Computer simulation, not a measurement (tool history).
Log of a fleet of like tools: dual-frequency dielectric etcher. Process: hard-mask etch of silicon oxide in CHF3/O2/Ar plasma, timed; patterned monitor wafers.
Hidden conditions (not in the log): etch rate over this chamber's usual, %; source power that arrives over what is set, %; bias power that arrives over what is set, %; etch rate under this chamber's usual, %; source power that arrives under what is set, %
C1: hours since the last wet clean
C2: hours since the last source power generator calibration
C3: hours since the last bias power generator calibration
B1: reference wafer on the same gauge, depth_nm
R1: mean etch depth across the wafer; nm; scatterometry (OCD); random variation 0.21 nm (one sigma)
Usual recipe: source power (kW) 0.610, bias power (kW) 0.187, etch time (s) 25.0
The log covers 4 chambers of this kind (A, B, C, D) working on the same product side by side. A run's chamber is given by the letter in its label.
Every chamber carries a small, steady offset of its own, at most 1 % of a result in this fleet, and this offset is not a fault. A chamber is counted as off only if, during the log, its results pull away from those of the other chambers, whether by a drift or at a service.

{"run": "1A", "day": 0.404, "source power (kW)": 0.61, "bias power (kW)": 0.187, "etch time (s)": 25.0, "C1": 280.7, "C2": 1219.1, "C3": 826.1, "B1": 59.572, "R1": 50.436}
{"run": "2C", "day": 1.008, "source power (kW)": 0.61, "bias power (kW)": 0.187, "etch time (s)": 25.0, "C1": 353.8, "C2": 2665.8, "C3": 62.8, "B1": 59.507, "R1": 50.462}
{"run": "3B", "day": 1.321, "source power (kW)": 0.61, "bias power (kW)": 0.187, "etch time (s)": 25.0, "C1": 569.9, "C2": 2292.6, "C3": 1885.6, "B1": 59.471, "R1": 50.649}
{"run": "4D", "day": 1.921, "source power (kW)": 0.61, "bias power (kW)": 0.187, "etch time (s)": 25.0, "C1": 367.0, "C2": 1136.9, "C3": 1329.4, "B1": 59.478, "R1": 50.632}
{"run": "5A", "day": 2.575, "source power (kW)": 0.61, "bias power (kW)": 0.205, "etch time (s)": 20.5, "C1": 332.8, "C2": 1271.2, "C3": 878.2, "B1": 59.495, "R1": 43.096}
{"run": "6C", "day": 2.983, "source power (kW)": 0.61, "bias power (kW)": 0.205, "etch time (s)": 20.5, "C1": 401.2, "C2": 2713.2, "C3": 110.2, "B1": 59.483, "R1": 42.636}
{"run": "7B", "day": 3.362, "source power (kW)": 0.61, "bias power (kW)": 0.205, "etch time (s)": 20.5, "C1": 618.9, "C2": 2341.6, "C3": 1934.6, "B1": 59.503, "R1": 42.744}
{"day": 3.717, "done": "chamber D: wet clean of the chamber"}
{"run": "8D", "day": 3.804, "source power (kW)": 0.61, "bias power (kW)": 0.205, "etch time (s)": 20.5, "C1": 2.1, "C2": 1182.1, "C3": 1374.6, "B1": 59.477, "R1": 42.763}
{"run": "9B", "day": 4.158, "source power (kW)": 0.61, "bias power (kW)": 0.187, "etch time (s)": 25.0, "C1": 638.0, "C2": 2360.7, "C3": 1953.7, "B1": 59.49, "R1": 50.707}
{"run": "10D", "day": 4.592, "source power (kW)": 0.61, "bias power (kW)": 0.187, "etch time (s)": 25.0, "C1": 21.0, "C2": 1201.0, "C3": 1393.5, "B1": 59.533, "R1": 50.232}
{"day": 4.629, "done": "chamber B: wet clean of the chamber"}
{"day": 4.842, "done": "chamber A: wet clean of the chamber"}
{"run": "11A", "day": 5.229, "source power (kW)": 0.61, "bias power (kW)": 0.187, "etch time (s)": 25.0, "C1": 9.4, "C2": 1334.9, "C3": 941.9, "B1": 59.554, "R1": 50.353}
{"run": "12C", "day": 5.571, "source power (kW)": 0.61, "bias power (kW)": 0.187, "etch time (s)": 25.0, "C1": 463.3, "C2": 2775.3, "C3": 172.3, "B1": 59.548, "R1": 50.232}
{"run": "13C", "day": 6.146, "source power (kW)": 0.61, "bias power (kW)": 0.187, "etch time (s)": 25.0, "C1": 477.1, "C2": 2789.1, "C3": 186.1, "B1": 59.502, "R1": 50.382}
{"run": "14B", "day": 6.45, "source power (kW)": 0.61, "bias power (kW)": 0.187, "etch time (s)": 25.0, "C1": 43.8, "C2": 2415.7, "C3": 2008.7, "B1": 59.566, "R1": 50.843}
{"day": 6.621, "done": "chamber C: wet clean of the chamber"}
{"run": "15D", "day": 6.796, "source power (kW)": 0.61, "bias power (kW)": 0.187, "etch time (s)": 25.0, "C1": 73.9, "C2": 1253.9, "C3": 1446.4, "B1": 59.533, "R1": 51.094}
{"run": "16A", "day": 7.304, "source power (kW)": 0.61, "bias power (kW)": 0.187, "etch time (s)": 25.0, "C1": 59.2, "C2": 1384.7, "C3": 991.7, "B1": 59.479, "R1": 50.266}
{"run": "17C", "day": 7.754, "source power (kW)": 0.61, "bias power (kW)": 0.187, "etch time (s)": 25.0, "C1": 27.3, "C2": 2827.7, "C3": 224.7, "B1": 59.499, "R1": 48.595}
{"day": 8.067, "done": "chamber B: bias power generator calibrated"}
{"run": "18D", "day": 8.354, "source power (kW)": 0.61, "bias power (kW)": 0.187, "etch time (s)": 25.0, "C1": 111.3, "C2": 1291.3, "C3": 1483.8, "B1": 59.518, "R1": 50.754}
{"run": "19A", "day": 8.754, "source power (kW)": 0.61, "bias power (kW)": 0.187, "etch time (s)": 25.0, "C1": 94.0, "C2": 1419.5, "C3": 1026.5, "B1": 59.558, "R1": 50.549}
{"run": "20B", "day": 9.046, "source power (kW)": 0.61, "bias power (kW)": 0.187, "etch time (s)": 25.0, "C1": 106.1, "C2": 2478.0, "C3": 23.5, "B1": 59.434, "R1": 51.148}
{"run": "21B", "day": 9.404, "source power (kW)": 0.61, "bias power (kW)": 0.187, "etch time (s)": 25.0, "C1": 114.7, "C2": 2486.6, "C3": 32.1, "B1": 59.523, "R1": 51.01}
{"run": "22C", "day": 9.838, "source power (kW)": 0.61, "bias power (kW)": 0.187, "etch time (s)": 25.0, "C1": 77.3, "C2": 2877.7, "C3": 274.7, "B1": 59.498, "R1": 48.233}
{"run": "23D", "day": 10.267, "source power (kW)": 0.61, "bias power (kW)": 0.187, "etch time (s)": 25.0, "C1": 157.2, "C2": 1337.2, "C3": 1529.7, "B1": 59.531, "R1": 50.456}
{"run": "24A", "day": 10.754, "source power (kW)": 0.61, "bias power (kW)": 0.172, "etch time (s)": 25.0, "C1": 142.0, "C2": 1467.5, "C3": 1074.5, "B1": 59.486, "R1": 49.258}
{"run": "25C", "day": 11.254, "source power (kW)": 0.61, "bias power (kW)": 0.172, "etch time (s)": 25.0, "C1": 111.3, "C2": 2911.7, "C3": 308.7, "B1": 59.494, "R1": 46.828}
{"run": "26A", "day": 11.783, "source power (kW)": 0.61, "bias power (kW)": 0.172, "etch time (s)": 25.0, "C1": 166.7, "C2": 1492.2, "C3": 1099.2, "B1": 59.495, "R1": 49.03}
{"run": "27B", "day": 12.246, "source power (kW)": 0.61, "bias power (kW)": 0.172, "etch time (s)": 25.0, "C1": 182.9, "C2": 2554.8, "C3": 100.3, "B1": 59.529, "R1": 49.039}
{"run": "28D", "day": 12.696, "source power (kW)": 0.73, "bias power (kW)": 0.187, "etch time (s)": 31.0, "C1": 215.5, "C2": 1395.5, "C3": 1588.0, "B1": 59.474, "R1": 66.904}
{"run": "29B", "day": 13.121, "source power (kW)": 0.73, "bias power (kW)": 0.187, "etch time (s)": 31.0, "C1": 203.9, "C2": 2575.8, "C3": 121.3, "B1": 59.538, "R1": 67.39}
{"run": "30D", "day": 13.5, "source power (kW)": 0.73, "bias power (kW)": 0.187, "etch time (s)": 31.0, "C1": 234.8, "C2": 1414.8, "C3": 1607.3, "B1": 59.489, "R1": 67.197}
{"run": "31C", "day": 14.0, "source power (kW)": 0.73, "bias power (kW)": 0.187, "etch time (s)": 31.0, "C1": 177.2, "C2": 2977.6, "C3": 374.6, "B1": 59.538, "R1": 63.492}
{"run": "32A", "day": 14.617, "source power (kW)": 0.61, "bias power (kW)": 0.187, "etch time (s)": 25.0, "C1": 234.7, "C2": 1560.2, "C3": 1167.2, "B1": 59.443, "R1": 50.388}
{"run": "33C", "day": 15.012, "source power (kW)": 0.61, "bias power (kW)": 0.207, "etch time (s)": 25.0, "C1": 201.5, "C2": 3001.9, "C3": 398.9, "B1": 59.526, "R1": 49.982}
{"run": "34B", "day": 15.521, "source power (kW)": 0.61, "bias power (kW)": 0.207, "etch time (s)": 25.0, "C1": 261.5, "C2": 2633.4, "C3": 178.9, "B1": 59.544, "R1": 52.159}
{"run": "35A", "day": 16.054, "source power (kW)": 0.61, "bias power (kW)": 0.207, "etch time (s)": 25.0, "C1": 269.2, "C2": 1594.7, "C3": 1201.7, "B1": 59.494, "R1": 52.013}
{"run": "36D", "day": 16.467, "source power (kW)": 0.61, "bias power (kW)": 0.207, "etch time (s)": 25.0, "C1": 306.0, "C2": 1486.0, "C3": 1678.5, "B1": 59.49, "R1": 52.438}
{"run": "37D", "day": 16.975, "source power (kW)": 0.52, "bias power (kW)": 0.187, "etch time (s)": 25.0, "C1": 318.2, "C2": 1498.2, "C3": 1690.7, "B1": 59.554, "R1": 47.516}
{"run": "38C", "day": 17.596, "source power (kW)": 0.52, "bias power (kW)": 0.187, "etch time (s)": 25.0, "C1": 263.5, "C2": 3063.9, "C3": 460.9, "B1": 59.472, "R1": 45.718}
{"run": "39A", "day": 18.233, "source power (kW)": 0.52, "bias power (kW)": 0.187, "etch time (s)": 25.0, "C1": 321.5, "C2": 1647.0, "C3": 1254.0, "B1": 59.532, "R1": 47.571}
{"run": "40B", "day": 18.621, "source power (kW)": 0.52, "bias power (kW)": 0.187, "etch time (s)": 25.0, "C1": 335.9, "C2": 2707.8, "C3": 253.3, "B1": 59.562, "R1": 47.945}
{"run": "41B", "day": 18.988, "source power (kW)": 0.61, "bias power (kW)": 0.187, "etch time (s)": 25.0, "C1": 344.7, "C2": 2716.6, "C3": 262.1, "B1": 59.455, "R1": 50.731}
{"run": "42D", "day": 19.396, "source power (kW)": 0.61, "bias power (kW)": 0.187, "etch time (s)": 25.0, "C1": 376.3, "C2": 1556.3, "C3": 1748.8, "B1": 59.501, "R1": 50.617}
{"run": "43C", "day": 19.838, "source power (kW)": 0.5, "bias power (kW)": 0.187, "etch time (s)": 30.5, "C1": 317.3, "C2": 3117.7, "C3": 514.7, "B1": 59.474, "R1": 54.689}
{"run": "44A", "day": 20.333, "source power (kW)": 0.5, "bias power (kW)": 0.187, "etch time (s)": 30.5, "C1": 371.9, "C2": 1697.4, "C3": 1304.4, "B1": 59.466, "R1": 57.336}

What goes on in this fleet: one chamber off, a drifting gauge, or nothing beyond the chambers' own small offsets? Name the chamber and the cause, if any.

After it was serviced, chamber C no longer matches the other chambers.
Cause: etch rate under this chamber's usual, % = 3.89.

Chamber C could run next with any of the 4 candidate recipes listed below; each alters the usual settings, and their results appear as question marks. Which one brings its results back in line with what the other chambers deliver on the usual settings?
In-line tolerance around the mean of the other chambers on the usual settings: R1 0.730 nm
{"run": "45C-1", "day": 20.808, "source power (kW)": 0.61, "bias power (kW)": 0.185, "etch time (s)": 24.0, "R1": "?"}
{"run": "45C-2", "day": 20.808, "source power (kW)": 0.61, "bias power (kW)": 0.187, "etch time (s)": 24.5, "R1": "?"}
{"run": "45C-3", "day": 20.808, "source power (kW)": 0.62, "bias power (kW)": 0.189, "etch time (s)": 26.0, "R1": "?"}
{"run": "45C-4", "day": 20.808, "source power (kW)": 0.61, "bias power (kW)": 0.196, "etch time (s)": 25.0, "R1": "?"}

Mean of the other chambers on the usual settings: R1 50.577 nm
run=45C-1 R1=46.218
run=45C-2 R1=47.353
run=45C-3 R1=50.743
run=45C-4 R1=49.096
45C-3 puts the chamber back in line with the other chambers.

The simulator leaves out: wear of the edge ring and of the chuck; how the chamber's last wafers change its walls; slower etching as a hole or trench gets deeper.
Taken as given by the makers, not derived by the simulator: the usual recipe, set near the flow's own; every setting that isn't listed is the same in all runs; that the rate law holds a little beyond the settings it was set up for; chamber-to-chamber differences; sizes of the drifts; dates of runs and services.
